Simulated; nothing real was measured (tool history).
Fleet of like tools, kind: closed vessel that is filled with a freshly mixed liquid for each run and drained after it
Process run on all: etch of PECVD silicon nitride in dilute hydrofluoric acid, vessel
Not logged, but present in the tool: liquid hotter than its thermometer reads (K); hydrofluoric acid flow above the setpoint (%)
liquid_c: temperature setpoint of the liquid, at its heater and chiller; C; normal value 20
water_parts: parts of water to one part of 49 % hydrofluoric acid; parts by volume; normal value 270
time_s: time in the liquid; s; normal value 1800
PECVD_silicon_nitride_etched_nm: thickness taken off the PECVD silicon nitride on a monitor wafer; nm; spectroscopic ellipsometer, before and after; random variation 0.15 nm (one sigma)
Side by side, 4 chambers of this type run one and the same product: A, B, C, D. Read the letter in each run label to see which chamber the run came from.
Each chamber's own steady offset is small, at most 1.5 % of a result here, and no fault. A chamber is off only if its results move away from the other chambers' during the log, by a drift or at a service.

run,hour,liquid_c,water_parts,time_s,hours since the thermometer was replaced,hours since the hydrofluoric acid flow meter was replaced,"read-back film thickness of the PECVD silicon nitride reference wafer, read on the same gauge (nm)",PECVD_silicon_nitride_etched_nm
1B,4.8,20,270,1800,2196.3,263.6,49.999,18.212
2A,9.1,20,270,1800,1480.4,75.8,49.999,18.015
3D,11.7,20,270,1800,196.7,1048.1,49.998,18.079
4C,16,20,270,1800,113.3,729.8,50.007,17.906
5D,20.6,20,230,2790,205.6,1057,50.002,33.163
6A,23.1,20,230,2790,1494.4,89.8,50.011,32.453
7B,25.4,20,230,2790,2216.9,284.2,50.013,32.415
8C,29.9,20,230,2790,127.2,743.7,50.004,32.253
9B,34.7,24,380,1800,2226.2,293.5,49.991,16.728
10D,37.1,24,380,1800,222.1,1073.5,50.012,16.535
11A,41.1,24,380,1800,1512.4,107.8,49.997,16.422
12C,44.4,24,380,1800,141.7,758.2,50,16.405
13B,48.5,17,385,1800,2240,307.3,49.989,10.595
14D,51.1,17,385,1800,236.1,1087.5,50.003,10.634
15C,54.7,17,385,1800,152,768.5,49.983,10.523
16A,58,17,385,1800,1529.3,124.7,49.991,10.798
17D,61.9,20,270,1800,246.9,1098.3,49.974,17.993
18C,66.6,20,270,1800,163.9,780.4,49.992,17.922
19B,70.6,20,270,1800,2262.1,329.4,50.001,17.897
20A,73,20,270,1800,1544.3,139.7,49.993,18.44
21C,75.5,20,270,1800,172.8,789.3,49.995,18.111
22D,78.1,20,270,1800,263.1,1114.5,49.999,18.303
23B,82,20,270,1800,2273.5,340.8,49.994,18.207
24A,84.8,20,270,1800,1556.1,151.5,50.003,18.621
25A,89,20,270,1800,1560.3,155.7,50.006,18.842
26D,93.1,20,270,1800,278.1,1129.5,49.988,17.917
27B,98,20,270,1800,2289.5,356.8,50.007,18.098
28C,102.7,17,270,1330,200,816.5,50.012,10.81
29A,106.1,17,270,1330,1577.4,172.8,50.007,11.636
30D,109.9,17,270,1330,294.9,1146.3,49.996,11.009
31B,112.7,17,270,1330,2304.2,371.5,49.995,11.107
32C,116,20,270,1800,213.3,829.8,49.993,17.788
33A,119.5,20,270,1800,1590.8,186.2,50.002,19.295
34C,124.4,20,270,1800,221.7,838.2,50.009,17.941
35B,127.3,20,270,1800,2318.8,386.1,49.98,18.091
36D,130,20,270,1800,315,1166.4,49.986,18.061
37C,134.9,20,270,1800,232.2,848.7,49.992,17.836
38D,138.1,20,270,1800,323.1,1174.5,49.995,18.196
39A,142.1,20,270,1800,1613.4,208.8,50.001,19.885
40B,145.4,20,270,1800,2336.9,404.2,49.985,18.013
41D,150.3,20,270,1800,335.3,1186.7,50.021,18.113
42A,154.1,20,270,1800,1625.4,220.8,50.007,19.848

Which is it: a chamber that has drifted or been left off by a service, a gauge drift common to all chambers, or only each chamber's usual small offset? If a chamber is off, name it and its likeliest cause.

Little by little, chamber A moves away from the other chambers.
Most likely cause: liquid hotter than its thermometer reads (K) = 1.85.
Not necessarily distinguishable in this log from: hydrofluoric acid flow above the setpoint (%).

Here are 4 candidates for chamber A's next run, each the usual settings with a change, their results left as question marks. Which one brings its results back in line with what the others give on the usual settings?
In line here means within this much of the mean the other chambers give on the usual settings: PECVD_silicon_nitride_etched_nm 0.52 nm
43A-1,157.6,20,245,2035,,,,?
43A-2,157.6,20,240,1800,,,,?
43A-3,157.6,20,280,1680,,,,?
43A-4,157.6,20,295,1565,,,,?

On the usual settings, the other chambers give on average: PECVD_silicon_nitride_etched_nm 18.074 nm
run,PECVD_silicon_nitride_etched_nm
43A-1,24.898
43A-2,22.465
43A-3,18.075
43A-4,16.012
The answer is 43A-3, which returns the chamber to within the allowed miss of the others.
